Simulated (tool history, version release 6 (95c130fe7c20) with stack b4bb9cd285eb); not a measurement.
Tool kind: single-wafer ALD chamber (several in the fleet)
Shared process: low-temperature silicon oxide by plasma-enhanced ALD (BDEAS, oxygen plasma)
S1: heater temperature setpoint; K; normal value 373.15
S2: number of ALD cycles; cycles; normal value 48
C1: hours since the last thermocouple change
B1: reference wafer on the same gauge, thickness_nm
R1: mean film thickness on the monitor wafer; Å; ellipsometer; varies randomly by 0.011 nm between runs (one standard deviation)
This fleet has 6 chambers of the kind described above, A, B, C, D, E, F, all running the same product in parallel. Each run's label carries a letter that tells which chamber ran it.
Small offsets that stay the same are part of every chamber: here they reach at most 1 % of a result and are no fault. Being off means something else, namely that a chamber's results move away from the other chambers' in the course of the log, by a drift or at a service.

Run 1A, hour 12.0: usual settings; C1 1911.7; B1 7.8614. Result: R1 69.144 Å.
Run 2E, hour 24.9: usual settings; C1 509.7; B1 7.8646. Result: R1 68.590 Å.
Run 3B, hour 33.4: usual settings; C1 1253.9; B1 7.8664. Result: R1 68.554 Å.
At hour 38.5: chamber A: thermocouple changed; heater temperature recalibrated.
Run 4D, hour 44.6: usual settings; C1 2192.4; B1 7.8664. Result: R1 68.058 Å.
Run 5C, hour 57.8: usual settings; C1 854.7; B1 7.8669. Result: R1 67.885 Å.
Run 6F, hour 68.2: usual settings; C1 1837.2; B1 7.8669. Result: R1 68.641 Å.
Run 7F, hour 82.4: usual settings; C1 1851.4; B1 7.8694. Result: R1 68.823 Å.
Run 8C, hour 89.9: usual settings; C1 886.8; B1 7.8676. Result: R1 67.828 Å.
Run 9B, hour 97.5: usual settings; C1 1318.0; B1 7.8677. Result: R1 68.741 Å.
Run 10E, hour 111.3: usual settings; C1 596.1; B1 7.8739. Result: R1 68.555 Å.
Run 11D, hour 119.6: usual settings; C1 2267.4; B1 7.8727. Result: R1 68.215 Å.
Run 12A, hour 127.2: usual settings but S1 379.15 K, S2 43 cycles; C1 88.7; B1 7.8725. Result: R1 61.204 Å.
Run 13B, hour 142.1: usual settings but S1 379.15 K, S2 43 cycles; C1 1362.6; B1 7.8800. Result: R1 60.893 Å.
Run 14A, hour 152.7: usual settings but S1 379.15 K, S2 43 cycles; C1 114.2; B1 7.8770. Result: R1 61.273 Å.
Run 15C, hour 164.5: usual settings but S1 379.15 K, S2 43 cycles; C1 961.4; B1 7.8744. Result: R1 60.352 Å.
Run 16D, hour 177.0: usual settings but S1 379.15 K, S2 43 cycles; C1 2324.8; B1 7.8778. Result: R1 60.312 Å.
Run 17E, hour 187.9: usual settings but S1 379.15 K, S2 43 cycles; C1 672.7; B1 7.8798. Result: R1 60.824 Å.
Run 18F, hour 196.9: usual settings; C1 1965.9; B1 7.8784. Result: R1 68.735 Å.
Run 19B, hour 209.6: usual settings; C1 1430.1; B1 7.8827. Result: R1 68.730 Å.
Run 20F, hour 225.5: usual settings; C1 1994.5; B1 7.8836. Result: R1 68.887 Å.
Run 21C, hour 234.1: usual settings; C1 1031.0; B1 7.8832. Result: R1 67.852 Å.
Run 22D, hour 249.7: usual settings; C1 2397.5; B1 7.8879. Result: R1 67.995 Å.
Run 23A, hour 261.9: usual settings; C1 223.4; B1 7.8908. Result: R1 69.361 Å.
Run 24E, hour 272.9: usual settings; C1 757.7; B1 7.8900. Result: R1 68.662 Å.
Run 25F, hour 288.2: usual settings; C1 2057.2; B1 7.8879. Result: R1 68.745 Å.
Run 26C, hour 301.0: usual settings; C1 1097.9; B1 7.8950. Result: R1 68.125 Å.
Run 27E, hour 316.0: usual settings; C1 800.8; B1 7.8953. Result: R1 68.824 Å.
Run 28A, hour 330.6: usual settings; C1 292.1; B1 7.8923. Result: R1 69.251 Å.
Run 29D, hour 346.2: usual settings; C1 2494.0; B1 7.8978. Result: R1 68.479 Å.
Run 30B, hour 361.1: usual settings but S1 378.15 K, S2 53 cycles; C1 1581.6; B1 7.8953. Result: R1 75.473 Å.
At hour 364.3: chamber F: thermocouple changed; heater temperature recalibrated.
Run 31B, hour 371.5: usual settings but S1 378.15 K, S2 53 cycles; C1 1592.0; B1 7.8976. Result: R1 75.085 Å.
Run 32C, hour 385.5: usual settings but S1 378.15 K, S2 53 cycles; C1 1182.4; B1 7.9029. Result: R1 74.802 Å.
Run 33D, hour 396.2: usual settings but S1 378.15 K, S2 53 cycles; C1 2544.0; B1 7.9009. Result: R1 74.748 Å.
Run 34A, hour 410.2: usual settings but S1 378.15 K, S2 53 cycles; C1 371.7; B1 7.9051. Result: R1 75.916 Å.
Run 35E, hour 423.6: usual settings but S1 378.15 K, S2 53 cycles; C1 908.4; B1 7.9014. Result: R1 75.265 Å.
Run 36F, hour 436.7: usual settings but S2 39 cycles; C1 72.4; B1 7.9046. Result: R1 56.135 Å.
Run 37C, hour 445.6: usual settings but S2 39 cycles; C1 1242.5; B1 7.9064. Result: R1 55.487 Å.
Run 38E, hour 459.0: usual settings but S2 39 cycles; C1 943.8; B1 7.9053. Result: R1 55.996 Å.
Run 39A, hour 467.0: usual settings but S2 39 cycles; C1 428.5; B1 7.9073. Result: R1 56.434 Å.
Run 40D, hour 475.7: usual settings but S2 39 cycles; C1 2623.5; B1 7.9098. Result: R1 55.528 Å.
Run 41B, hour 489.4: usual settings but S2 39 cycles; C1 1709.9; B1 7.9079. Result: R1 56.155 Å.

All 6 chambers run these settings next. Forecast each chamber's results:
Run 42A, hour 501.1: usual settings but S1 378.15 K. Result: R1 ?.
Run 42B, hour 501.1: usual settings but S1 378.15 K. Result: R1 ?.
Run 42C, hour 501.1: usual settings but S1 378.15 K. Result: R1 ?.
Run 42D, hour 501.1: usual settings but S1 378.15 K. Result: R1 ?.
Run 42E, hour 501.1: usual settings but S1 378.15 K. Result: R1 ?.
Run 42F, hour 501.1: usual settings but S1 378.15 K. Result: R1 ?.

run      R1
42A  68.938
42B  68.286
42C  67.725
42D  67.844
42E  68.225
42F  68.489
